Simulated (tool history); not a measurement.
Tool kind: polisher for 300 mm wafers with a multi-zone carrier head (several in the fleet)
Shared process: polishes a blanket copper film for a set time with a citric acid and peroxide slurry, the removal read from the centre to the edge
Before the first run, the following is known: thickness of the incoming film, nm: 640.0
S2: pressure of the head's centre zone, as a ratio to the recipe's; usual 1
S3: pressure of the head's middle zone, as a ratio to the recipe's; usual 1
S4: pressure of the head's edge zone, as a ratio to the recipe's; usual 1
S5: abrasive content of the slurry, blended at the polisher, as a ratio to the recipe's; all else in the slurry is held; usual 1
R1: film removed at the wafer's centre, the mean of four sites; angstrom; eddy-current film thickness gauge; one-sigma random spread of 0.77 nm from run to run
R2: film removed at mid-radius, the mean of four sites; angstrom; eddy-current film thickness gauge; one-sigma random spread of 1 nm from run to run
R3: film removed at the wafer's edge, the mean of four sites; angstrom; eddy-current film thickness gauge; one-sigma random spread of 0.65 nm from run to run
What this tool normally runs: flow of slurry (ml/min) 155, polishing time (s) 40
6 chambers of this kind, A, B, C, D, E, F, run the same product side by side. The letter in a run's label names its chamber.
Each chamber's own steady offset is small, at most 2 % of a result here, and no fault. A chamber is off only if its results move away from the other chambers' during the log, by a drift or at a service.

At day 0.308: chamber B: edge zone pressure recalibrated.
Run 1E, day 0.454: usual settings. Result: R1 733.94 angstrom, R2 759.22 angstrom, R3 749.51 angstrom.
At day 0.471: chamber F: worn pad replaced by a new one.
Run 2C, day 0.967: usual settings. Result: R1 742.13 angstrom, R2 739.1 angstrom, R3 744.35 angstrom.
At day 1.117: chamber C: worn pad replaced by a new one.
At day 1.179: chamber B: worn pad replaced by a new one.
Run 3D, day 1.296: usual settings. Result: R1 753.06 angstrom, R2 745.93 angstrom, R3 743.48 angstrom.
At day 1.65: chamber A: worn pad replaced by a new one.
At day 1.658: chamber E: worn pad replaced by a new one.
Run 4F, day 1.7: usual settings. Result: R1 735.62 angstrom, R2 740.71 angstrom, R3 740.52 angstrom.
At day 1.833: chamber D: worn pad replaced by a new one.
Run 5B, day 2.092: usual settings. Result: R1 740.3 angstrom, R2 752.11 angstrom, R3 730.24 angstrom.
Run 6A, day 2.438: usual settings. Result: R1 752.99 angstrom, R2 759.7 angstrom, R3 745.32 angstrom.
Run 7D, day 2.729: usual settings but S2 1.08, S5 0.75. Result: R1 758.82 angstrom, R2 720.32 angstrom, R3 700.86 angstrom.
Run 8A, day 3.188: usual settings but S2 1.08, S5 0.75. Result: R1 771.6 angstrom, R2 711.78 angstrom, R3 709.79 angstrom.
At day 3.467: chamber B: centre zone pressure recalibrated.
Run 9C, day 3.533: usual settings but S2 1.08, S5 0.75. Result: R1 771.87 angstrom, R2 703.77 angstrom, R3 693.1 angstrom.
At day 3.562: chamber F: worn pad replaced by a new one.
At day 3.879: chamber A: centre zone pressure recalibrated.
Run 10F, day 3.942: usual settings but S2 1.08, S5 0.75. Result: R1 765.53 angstrom, R2 709.82 angstrom, R3 700.98 angstrom.
At day 4.121: chamber B: worn pad replaced by a new one.
At day 4.317: chamber C: worn pad replaced by a new one.
Run 11B, day 4.354: usual settings but S2 1.08, S5 0.75. Result: R1 767.14 angstrom, R2 701.42 angstrom, R3 704.8 angstrom.
At day 4.429: chamber D: centre zone pressure recalibrated.
At day 4.642: chamber D: worn pad replaced by a new one.
At day 4.65: chamber E: centre zone pressure recalibrated.
Run 12E, day 4.696: usual settings but S2 1.08, S5 0.75. Result: R1 752.16 angstrom, R2 683.1 angstrom, R3 710.62 angstrom.
At day 5.175: chamber E: worn pad replaced by a new one.
Run 13A, day 5.204: usual settings. Result: R1 735.79 angstrom, R2 730.82 angstrom, R3 746.24 angstrom.
At day 5.358: chamber A: worn pad replaced by a new one.
Run 14C, day 5.542: usual settings. Result: R1 745.75 angstrom, R2 735.82 angstrom, R3 743.26 angstrom.
At day 5.808: chamber A: edge zone pressure recalibrated.
At day 5.817: chamber A: slurry nozzle cleaned.
Run 15D, day 5.821: usual settings. Result: R1 751.23 angstrom, R2 752.64 angstrom, R3 756.91 angstrom.
At day 6.275: chamber C: slurry nozzle cleaned.
Run 16E, day 6.317: usual settings. Result: R1 726.63 angstrom, R2 758.01 angstrom, R3 759.03 angstrom.
Run 17F, day 6.542: usual settings but S3 1.09, S5 1.15. Result: R1 759.16 angstrom, R2 798.42 angstrom, R3 759.04 angstrom.
At day 6.575: chamber F: worn pad replaced by a new one.
Run 18B, day 6.929: usual settings but S3 1.09, S5 1.15. Result: R1 757.77 angstrom, R2 820.45 angstrom, R3 768.31 angstrom.
At day 7.146: chamber B: worn pad replaced by a new one.
Run 19B, day 7.262: usual settings but S3 1.09, S5 1.15. Result: R1 773.51 angstrom, R2 854.54 angstrom, R3 777.52 angstrom.
At day 7.558: chamber C: worn pad replaced by a new one.
Run 20C, day 7.588: usual settings but S3 1.09, S5 1.15. Result: R1 762.64 angstrom, R2 810.78 angstrom, R3 765.87 angstrom.
Run 21A, day 8.096: usual settings but S3 1.09, S5 1.15. Result: R1 768.78 angstrom, R2 800.87 angstrom, R3 764.85 angstrom.
At day 8.254: chamber D: worn pad replaced by a new one.
Run 22D, day 8.404: usual settings but S3 1.09, S5 1.15. Result: R1 759.51 angstrom, R2 840 angstrom, R3 765.71 angstrom.
At day 8.538: chamber E: worn pad replaced by a new one.
At day 8.625: chamber A: worn pad replaced by a new one.
Run 23F, day 8.842: usual settings but flow of slurry (ml/min) 125, polishing time (s) 44. Result: R1 738.92 angstrom, R2 751.86 angstrom, R3 777.4 angstrom.
Run 24E, day 9.117: usual settings but flow of slurry (ml/min) 125, polishing time (s) 44. Result: R1 784.24 angstrom, R2 780.24 angstrom, R3 782.97 angstrom.
At day 9.354: chamber F: worn pad replaced by a new one.
Run 25B, day 9.6: usual settings but flow of slurry (ml/min) 125, polishing time (s) 44. Result: R1 777.85 angstrom, R2 789.41 angstrom, R3 787.57 angstrom.
At day 9.854: chamber B: worn pad replaced by a new one.
Run 26F, day 9.946: usual settings but flow of slurry (ml/min) 125, polishing time (s) 44. Result: R1 719.05 angstrom, R2 734.81 angstrom, R3 769.17 angstrom.
Run 27D, day 10.25: usual settings but flow of slurry (ml/min) 125, polishing time (s) 44. Result: R1 776.9 angstrom, R2 791.08 angstrom, R3 793.59 angstrom.
Run 28C, day 10.729: usual settings but flow of slurry (ml/min) 125, polishing time (s) 44. Result: R1 780.95 angstrom, R2 766.09 angstrom, R3 780.6 angstrom.
At day 10.833: chamber C: worn pad replaced by a new one.
Run 29A, day 11.167: usual settings. Result: R1 741.17 angstrom, R2 750.86 angstrom, R3 736.28 angstrom.
At day 11.175: chamber D: worn pad replaced by a new one.
Run 30E, day 11.554: usual settings. Result: R1 728.97 angstrom, R2 744.69 angstrom, R3 734.34 angstrom.
At day 11.842: chamber A: worn pad replaced by a new one.
Run 31A, day 11.929: usual settings but flow of slurry (ml/min) 180, S2 1.07. Result: R1 819.82 angstrom, R2 764.73 angstrom, R3 770.76 angstrom.
At day 12.129: chamber F: worn pad replaced by a new one.
At day 12.175: chamber B: worn pad replaced by a new one.
Run 32C, day 12.312: usual settings but flow of slurry (ml/min) 180, S2 1.07. Result: R1 818.21 angstrom, R2 750.39 angstrom, R3 746.39 angstrom.
Run 33E, day 12.542: usual settings but flow of slurry (ml/min) 180, S2 1.07. Result: R1 808.58 angstrom, R2 768.49 angstrom, R3 746.76 angstrom.
Run 34F, day 13.046: usual settings but flow of slurry (ml/min) 180, S2 1.07. Result: R1 750.17 angstrom, R2 688.82 angstrom, R3 723.19 angstrom.
Run 35D, day 13.321: usual settings but flow of slurry (ml/min) 180, S2 1.07. Result: R1 834.86 angstrom, R2 761.39 angstrom, R3 749.9 angstrom.
Run 36B, day 13.588: usual settings but flow of slurry (ml/min) 180, S2 1.07. Result: R1 824.1 angstrom, R2 761.05 angstrom, R3 752.04 angstrom.

Is one chamber off against the others, does the gauge drift, or is nothing wrong? If a chamber is off, say which, and what the likeliest cause is.

Little by little, chamber F moves away from the other chambers.
Most likely cause: slurry flow missing at the pad, % = 35.8.

Which of the 4 candidates below, each the usual settings with something changed and its results left as question marks, puts chamber F back in line with what the other chambers give on the usual settings?
A result is in line if it is within this distance of the other chambers' mean on the usual settings: R1 27 angstrom; R2 35 angstrom; R3 23 angstrom
Run 37F-1, day 13.962: usual settings but flow of slurry (ml/min) 175, S2 1.06, S3 1.03, S4 0.96, polishing time (s) 45. Result: R1 ?, R2 ?, R3 ?.
Run 37F-2, day 13.962: usual settings but flow of slurry (ml/min) 135, S2 0.94, S3 0.96, S4 1.04, polishing time (s) 36. Result: R1 ?, R2 ?, R3 ?.
Run 37F-3, day 13.962: usual settings but flow of slurry (ml/min) 165, S2 1.04, S3 1.02, S4 0.97, polishing time (s) 43. Result: R1 ?, R2 ?, R3 ?.
Run 37F-4, day 13.962: usual settings but flow of slurry (ml/min) 145, S2 0.96, S3 0.98, S4 1.03, polishing time (s) 37. Result: R1 ?, R2 ?, R3 ?.

What the other chambers average on the usual settings: R1 744.69 angstrom; R2 745.89 angstrom; R3 743.75 angstrom
  run      R1      R2      R3
37F-1  816.23  802.24  785.73
37F-2  525.14  559.28  624.75
37F-3  750.64   748.4  747.19
37F-4  566.82  598.77  647.94
37F-3 puts the chamber back in line with the other chambers.

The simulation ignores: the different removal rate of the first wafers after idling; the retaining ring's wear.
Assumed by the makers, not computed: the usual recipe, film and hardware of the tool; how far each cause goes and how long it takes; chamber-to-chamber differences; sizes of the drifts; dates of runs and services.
